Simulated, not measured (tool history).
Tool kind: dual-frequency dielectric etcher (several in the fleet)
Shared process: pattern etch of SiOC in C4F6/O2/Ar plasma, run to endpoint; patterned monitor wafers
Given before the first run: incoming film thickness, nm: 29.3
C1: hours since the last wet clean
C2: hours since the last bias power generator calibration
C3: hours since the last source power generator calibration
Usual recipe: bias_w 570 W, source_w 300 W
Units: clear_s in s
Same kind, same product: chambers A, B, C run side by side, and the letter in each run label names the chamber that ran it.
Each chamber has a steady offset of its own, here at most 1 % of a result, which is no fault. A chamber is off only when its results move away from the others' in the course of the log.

{"run": "1B", "hour": 12.0, "bias_w": 570, "source_w": 300, "C1": 80.1, "C2": 2109.2, "C3": 1355.2, "clear_s": 10.389}
{"run": "2A", "hour": 23.9, "bias_w": 570, "source_w": 300, "C1": 147.7, "C2": 1658.3, "C3": 169.2, "clear_s": 10.434}
{"run": "3C", "hour": 35.6, "bias_w": 570, "source_w": 300, "C1": 90, "C2": 3036.5, "C3": 492.6, "clear_s": 10.495}
{"run": "4A", "hour": 46.5, "bias_w": 570, "source_w": 300, "C1": 170.3, "C2": 1680.9, "C3": 191.8, "clear_s": 10.575}
{"run": "5C", "hour": 53.9, "bias_w": 446, "source_w": 300, "C1": 108.3, "C2": 3054.8, "C3": 510.9, "clear_s": 11.431}
{"run": "6B", "hour": 63.1, "bias_w": 446, "source_w": 300, "C1": 131.2, "C2": 2160.3, "C3": 1406.3, "clear_s": 11.358}
{"run": "7B", "hour": 74.6, "bias_w": 446, "source_w": 300, "C1": 142.7, "C2": 2171.8, "C3": 1417.8, "clear_s": 11.368}
{"run": "8C", "hour": 82.8, "bias_w": 455, "source_w": 240, "C1": 137.2, "C2": 3083.7, "C3": 539.8, "clear_s": 12.316}
{"run": "9A", "hour": 93.7, "bias_w": 455, "source_w": 240, "C1": 217.5, "C2": 1728.1, "C3": 239, "clear_s": 12.6}
{"run": "10A", "hour": 103.4, "bias_w": 455, "source_w": 240, "C1": 227.2, "C2": 1737.8, "C3": 248.7, "clear_s": 12.6}
{"run": "11C", "hour": 115.4, "bias_w": 570, "source_w": 300, "C1": 169.8, "C2": 3116.3, "C3": 572.4, "clear_s": 10.434}
{"run": "12B", "hour": 121.5, "bias_w": 570, "source_w": 300, "C1": 189.6, "C2": 2218.7, "C3": 1464.7, "clear_s": 10.304}
{"run": "13C", "hour": 130.0, "bias_w": 570, "source_w": 300, "C1": 184.4, "C2": 3130.9, "C3": 587, "clear_s": 10.415}
{"run": "14A", "hour": 137.1, "bias_w": 570, "source_w": 300, "C1": 260.9, "C2": 1771.5, "C3": 282.4, "clear_s": 10.768}
{"run": "15B", "hour": 148.9, "bias_w": 570, "source_w": 300, "C1": 217, "C2": 2246.1, "C3": 1492.1, "clear_s": 10.363}
{"run": "16B", "hour": 158.5, "bias_w": 570, "source_w": 300, "C1": 226.6, "C2": 2255.7, "C3": 1501.7, "clear_s": 10.381}
{"run": "17C", "hour": 166.4, "bias_w": 570, "source_w": 300, "C1": 220.8, "C2": 3167.3, "C3": 623.4, "clear_s": 10.489}
{"run": "18A", "hour": 172.7, "bias_w": 570, "source_w": 300, "C1": 296.5, "C2": 1807.1, "C3": 318, "clear_s": 10.867}
{"hour": 177.2, "done": "chamber B: bias power generator calibrated"}
{"run": "19A", "hour": 179.9, "bias_w": 459, "source_w": 330, "C1": 303.7, "C2": 1814.3, "C3": 325.2, "clear_s": 11.347}
{"run": "20B", "hour": 186.3, "bias_w": 459, "source_w": 330, "C1": 254.4, "C2": 9.1, "C3": 1529.5, "clear_s": 10.844}
{"run": "21C", "hour": 196.5, "bias_w": 459, "source_w": 330, "C1": 250.9, "C2": 3197.4, "C3": 653.5, "clear_s": 10.952}

What goes on in this fleet: one chamber off, a drifting gauge, or nothing beyond the chambers' own small offsets? Name the chamber and the cause, if any.

Little by little, chamber A moves away from the other chambers.
Most likely cause: etch rate under this chamber's usual, % = 3.91.

Which of the 4 candidates below, each the usual settings with something changed and its results left as question marks, puts chamber A back in line with what the other chambers give on the usual settings?
In line here means within this much of the mean the other chambers give on the usual settings: clear_s 0.12 s
{"run": "22A-1", "hour": 205.1, "bias_w": 536, "source_w": 280, "clear_s": "?"}
{"run": "22A-2", "hour": 205.1, "bias_w": 511, "source_w": 270, "clear_s": "?"}
{"run": "22A-3", "hour": 205.1, "bias_w": 604, "source_w": 320, "clear_s": "?"}
{"run": "22A-4", "hour": 205.1, "bias_w": 631, "source_w": 340, "clear_s": "?"}

Other chambers, usual settings, mean: clear_s 10.415 s
run=22A-1 clear_s=11.465
run=22A-2 clear_s=11.832
run=22A-3 clear_s=10.43
run=22A-4 clear_s=10.031
The right change is 22A-3: it brings the chamber back within the allowed miss of the others.
